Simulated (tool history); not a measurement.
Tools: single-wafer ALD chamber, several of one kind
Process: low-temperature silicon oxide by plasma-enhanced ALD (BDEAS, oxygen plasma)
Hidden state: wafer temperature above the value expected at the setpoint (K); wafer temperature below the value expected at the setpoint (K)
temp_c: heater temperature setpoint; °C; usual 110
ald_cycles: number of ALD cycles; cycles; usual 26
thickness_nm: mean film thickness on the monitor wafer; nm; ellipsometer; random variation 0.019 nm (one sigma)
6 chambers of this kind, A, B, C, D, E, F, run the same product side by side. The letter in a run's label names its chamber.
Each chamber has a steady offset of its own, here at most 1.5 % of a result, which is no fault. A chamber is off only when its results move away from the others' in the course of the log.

| run | hour | temp_c | ald_cycles | hours since the last thermocouple change | read-back reference wafer on the same gauge, thickness_nm | thickness_nm |
|---|---|---|---|---|---|---|
| 1A | 3.1 | 110 | 26 | 712.2 | 3.7359 | 3.6448 |
| 2D | 6.0 | 110 | 26 | 208.3 | 3.7401 | 3.6689 |
| 3B | 9.9 | 110 | 26 | 1006.2 | 3.7381 | 3.6798 |
| 4E | 13.3 | 110 | 26 | 191.9 | 3.7388 | 3.6058 |
| 5C | 15.8 | 110 | 26 | 2655.5 | 3.7378 | 3.6031 |
| 6F | 18.2 | 110 | 26 | 1826.9 | 3.7403 | 3.6695 |
| 7F | 21.9 | 110 | 26 | 1830.6 | 3.7400 | 3.6473 |
| 8D | 25.1 | 110 | 26 | 227.4 | 3.7418 | 3.6655 |
| 9A | 28.5 | 95 | 23 | 737.6 | 3.7451 | 3.3376 |
| 10B | 30.9 | 95 | 23 | 1027.2 | 3.7369 | 3.3852 |
| 11E | 33.9 | 95 | 23 | 212.5 | 3.7378 | 3.3209 |
| 12C | 38.4 | 95 | 23 | 2678.1 | 3.7404 | 3.3310 |
| 13C | 41.2 | 95 | 23 | 2680.9 | 3.7384 | 3.2906 |
| 14B | 45.5 | 95 | 23 | 1041.8 | 3.7452 | 3.3764 |
| 15F | 49.2 | 110 | 26 | 1857.9 | 3.7404 | 3.6660 |
| 16D | 51.5 | 110 | 26 | 253.8 | 3.7370 | 3.6168 |
| 17A | 54.0 | 110 | 30 | 763.1 | 3.7385 | 4.1522 |
| 18E | 57.4 | 110 | 30 | 236.0 | 3.7408 | 4.2042 |
| 19B | 61.7 | 110 | 30 | 1058.0 | 3.7445 | 4.2255 |
| 20D | 64.8 | 110 | 30 | 267.1 | 3.7410 | 4.1938 |
| 21A | 68.3 | 110 | 30 | 777.4 | 3.7420 | 4.1997 |
| 22F | 71.9 | 110 | 30 | 1880.6 | 3.7443 | 4.2036 |
| 23E | 75.0 | 110 | 26 | 253.6 | 3.7449 | 3.6418 |
| 24C | 78.4 | 110 | 26 | 2718.1 | 3.7433 | 3.6070 |
|  | 80.0 | chamber C: thermocouple changed; heater temperature recalibrated |
| 25D | 81.5 | 110 | 26 | 283.8 | 3.7409 | 3.6549 |
| 26B | 83.6 | 110 | 26 | 1079.9 | 3.7402 | 3.6740 |
| 27F | 88.2 | 115 | 28 | 1896.9 | 3.7345 | 3.8854 |
| 28C | 91.0 | 115 | 28 | 11.0 | 3.7425 | 3.8590 |
| 29E | 93.5 | 115 | 28 | 272.1 | 3.7372 | 3.9144 |
| 30A | 95.8 | 115 | 28 | 804.9 | 3.7364 | 3.8585 |
| 31E | 100.3 | 115 | 28 | 278.9 | 3.7384 | 3.8676 |
| 32F | 103.2 | 115 | 28 | 1911.9 | 3.7414 | 3.9029 |
| 33D | 106.9 | 110 | 26 | 309.2 | 3.7422 | 3.6259 |
| 34A | 110.2 | 110 | 26 | 819.3 | 3.7351 | 3.6061 |
| 35C | 114.8 | 110 | 26 | 34.8 | 3.7399 | 3.5955 |
| 36B | 119.4 | 110 | 26 | 1115.7 | 3.7391 | 3.6604 |
| 37C | 122.1 | 110 | 26 | 42.1 | 3.7430 | 3.6050 |
| 38B | 125.0 | 110 | 26 | 1121.3 | 3.7394 | 3.6457 |
| 39F | 128.7 | 110 | 26 | 1937.4 | 3.7437 | 3.6423 |

Next, every chamber runs the same settings. What will each give?
| 40A | 132.0 | 110 | 26 |  |  | ? |
| 40B | 132.0 | 110 | 26 |  |  | ? |
| 40C | 132.0 | 110 | 26 |  |  | ? |
| 40D | 132.0 | 110 | 26 |  |  | ? |
| 40E | 132.0 | 110 | 26 |  |  | ? |
| 40F | 132.0 | 110 | 26 |  |  | ? |

| run | thickness_nm |
|---|---|
| 40A | 3.6616 |
| 40B | 3.6710 |
| 40C | 3.6066 |
| 40D | 3.6527 |
| 40E | 3.6126 |
| 40F | 3.6906 |

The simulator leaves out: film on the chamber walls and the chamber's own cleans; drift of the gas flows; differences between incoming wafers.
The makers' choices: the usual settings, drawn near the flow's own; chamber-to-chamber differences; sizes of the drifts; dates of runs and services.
